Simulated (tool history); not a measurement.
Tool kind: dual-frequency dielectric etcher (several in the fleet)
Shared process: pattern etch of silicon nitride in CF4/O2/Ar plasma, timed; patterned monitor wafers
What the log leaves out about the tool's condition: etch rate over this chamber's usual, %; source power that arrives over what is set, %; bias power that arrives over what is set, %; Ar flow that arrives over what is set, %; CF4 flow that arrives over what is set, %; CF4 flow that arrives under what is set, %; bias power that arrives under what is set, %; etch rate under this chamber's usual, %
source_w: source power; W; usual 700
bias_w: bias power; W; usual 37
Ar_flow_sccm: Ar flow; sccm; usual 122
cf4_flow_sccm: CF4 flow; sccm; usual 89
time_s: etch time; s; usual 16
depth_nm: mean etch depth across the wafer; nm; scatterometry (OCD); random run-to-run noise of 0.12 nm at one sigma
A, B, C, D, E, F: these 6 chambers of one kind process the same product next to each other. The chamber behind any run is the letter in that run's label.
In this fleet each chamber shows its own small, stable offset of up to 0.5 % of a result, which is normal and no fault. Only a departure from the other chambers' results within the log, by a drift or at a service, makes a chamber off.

run    day  source_w  bias_w  Ar_flow_sccm  cf4_flow_sccm  time_s  hours since the last wet clean  hours since the last source power generator calibration  hours since the last bias power generator calibration  hours since the last Ar flow controller change  hours since the last CF4 flow controller change  read-back reference wafer on the same gauge, depth_nm  depth_nm
 1A  0.125       700      37           122             89      16                           451.6                                                   2113.2                                                 4446.2                                          3503.9                                            122.6                                                 36.808    34.851
 2D  0.283       700      37           122             89      16                             173                                                   2411.3                                                  144.8                                           675.1                                           2105.4                                                 36.783    35.054
 3B  0.429       700      37           122             89      16                           283.4                                                   4217.2                                                 1175.5                                           656.3                                           1691.2                                                 36.772    34.984
 4C  0.542       700      37           122             89      16                           307.1                                                   1981.2                                                  960.9                                           332.1                                            948.2                                                 36.826    35.002
 5F  0.742       700      37           122             89      16                            66.3                                                     34.6                                                  900.7                                          2947.2                                           3562.2                                                 36.794    34.895
 6E  0.892       550      37           104             89      16                           173.3                                                   3358.6                                                  365.5                                          2125.8                                            759.2                                                 36.812    28.923
 7C  0.992       550      37           104             89      16                           317.9                                                     1992                                                  971.7                                           342.9                                              959                                                 36.805    29.373
 8E  1.129       550      37           104             89      16                             179                                                   3364.3                                                  371.2                                          2131.5                                            764.9                                                 36.826     29.13
 9D  1.275       550      37           104             89      16                           196.8                                                   2435.1                                                  168.6                                           698.9                                           2129.2                                                 36.819    29.107
10F  1.412       550      37           104             89      16                            82.4                                                     50.7                                                  916.8                                          2963.3                                           3578.3                                                 36.809    28.918
11B  1.562       550      37           104             89      16                           310.6                                                   4244.4                                                 1202.7                                           683.5                                           1718.4                                                 36.811    28.857
12A  1.692       700      37           122             89      16                           489.2                                                   2150.8                                                 4483.8                                          3541.5                                            160.2                                                 36.785    34.919
13A  1.796       700      37           122             89      16                           491.7                                                   2153.3                                                 4486.3                                            3544                                            162.7                                                 36.825    34.792
14F  1.996       700      37           122             89      16                            96.4                                                     64.7                                                  930.8                                          2977.3                                           3592.3                                                 36.807    34.713
15E  2.121       700      37           122             89      16                           202.8                                                   3388.1                                                    395                                          2155.3                                            788.7                                                 36.764    34.622
16B    2.3       700      37           122             89    14.5                           328.3                                                   4262.1                                                 1220.4                                           701.2                                           1736.1                                                 36.799    31.683
17C  2.454       700      37           122             89    14.5                             353                                                   2027.1                                                 1006.8                                             378                                            994.1                                                 36.778    31.626
18D  2.579       700      37           122             89    14.5                           228.1                                                   2466.4                                                  199.9                                           730.2                                           2160.5                                                  36.82    31.696
19C  2.746       700      37           122             89    14.5                             360                                                   2034.1                                                 1013.8                                             385                                           1001.1                                                 36.799    31.533
20F  2.883       700      37           122             89    14.5                           117.7                                                       86                                                  952.1                                          2998.6                                           3613.6                                                 36.812    31.562
21E  3.054       700      37           122             89    14.5                           225.2                                                   3410.5                                                  417.4                                          2177.7                                            811.1                                                 36.773    31.469
22D  3.212       700      37           122             89      16                           243.3                                                   2481.6                                                  215.1                                           745.4                                           2175.7                                                 36.809    35.101
23A   3.35       700      37           122             89      16                             529                                                   2190.6                                                 4523.6                                          3581.3                                              200                                                 36.779    35.118
24B  3.492       700      37           122             89      16                           356.9                                                   4290.7                                                   1249                                           729.8                                           1764.7                                                 36.814    34.913
25E  3.604       700      37           122             89      16                           238.4                                                   3423.7                                                  430.6                                          2190.9                                            824.3                                                 36.829    34.294
26D  3.788       700      37           122             89      16                           257.1                                                   2495.4                                                  228.9                                           759.2                                           2189.5                                                  36.77    35.117
       3.9  -- chamber B: CF4 flow controller replaced
27C  3.958       700      37           122             89      16                           389.1                                                   2063.2                                                 1042.9                                           414.1                                           1030.2                                                 36.815    35.078
28B    4.1       700      37           122             89      16                           371.5                                                   4305.3                                                 1263.6                                           744.4                                              4.8                                                 36.793    34.802
29A    4.2       700      37           122             89      16                           549.4                                                     2211                                                   4544                                          3601.7                                            220.4                                                 36.783    34.801
30F  4.404       700      37           122             89      16                           154.2                                                    122.5                                                  988.6                                          3035.1                                           3650.1                                                 36.836    34.664
31F  4.521       700      37           122             89      16                             157                                                    125.3                                                  991.4                                          3037.9                                           3652.9                                                 36.809    34.901
32D  4.625       700      37           122             89      16                           277.2                                                   2515.5                                                    249                                           779.3                                           2209.6                                                 36.756    35.066
33C  4.796       700      37           122             89      16                           409.2                                                   2083.3                                                   1063                                           434.2                                           1050.3                                                  36.82    34.857
34A  4.917       700      37           122             89      16                           566.6                                                   2228.2                                                 4561.2                                          3618.9                                            237.6                                                 36.774    35.101
35E  5.038       700      37           100             89      16                           272.8                                                   3458.1                                                    465                                          2225.3                                            858.7                                                 36.813    35.111
36B  5.158       700      37           100             89      16                           396.9                                                   4330.7                                                   1289                                           769.8                                             30.2                                                 36.773    35.852
37C    5.3       700      37           100             89      16                           421.3                                                   2095.4                                                 1075.1                                           446.3                                           1062.4                                                 36.797    35.978

Which is it: a chamber that has drifted or been left off by a service, a gauge drift common to all chambers, or only each chamber's usual small offset? If a chamber is off, name it and its likeliest cause.

Chamber E drifts away from the others.
Cause: etch rate under this chamber's usual, % = 2.82.
The log may not tell that from: source power that arrives under what is set, %.

Which of the 4 candidates below, each the usual settings with something changed and its results left as question marks, puts chamber E back in line with what the other chambers give on the usual settings?
In-line tolerance around the mean of the other chambers on the usual settings: depth_nm 0.42 nm
38E-1  5.458       700      37           122             95      16                                                                                                                                                                                                                                                                                                                 ?
38E-2  5.458       700      40           118             89      16                                                                                                                                                                                                                                                                                                                 ?
38E-3  5.458       700      37           146             89      16                                                                                                                                                                                                                                                                                                                 ?
38E-4  5.458       690      37           122             89      16                                                                                                                                                                                                                                                                                                                 ?

Other chambers, usual settings, mean: depth_nm 34.937 nm
  run  depth_nm
38E-1    34.143
38E-2    34.946
38E-3    32.807
38E-4    33.373
With 38E-2, the chamber falls back in line with the rest.
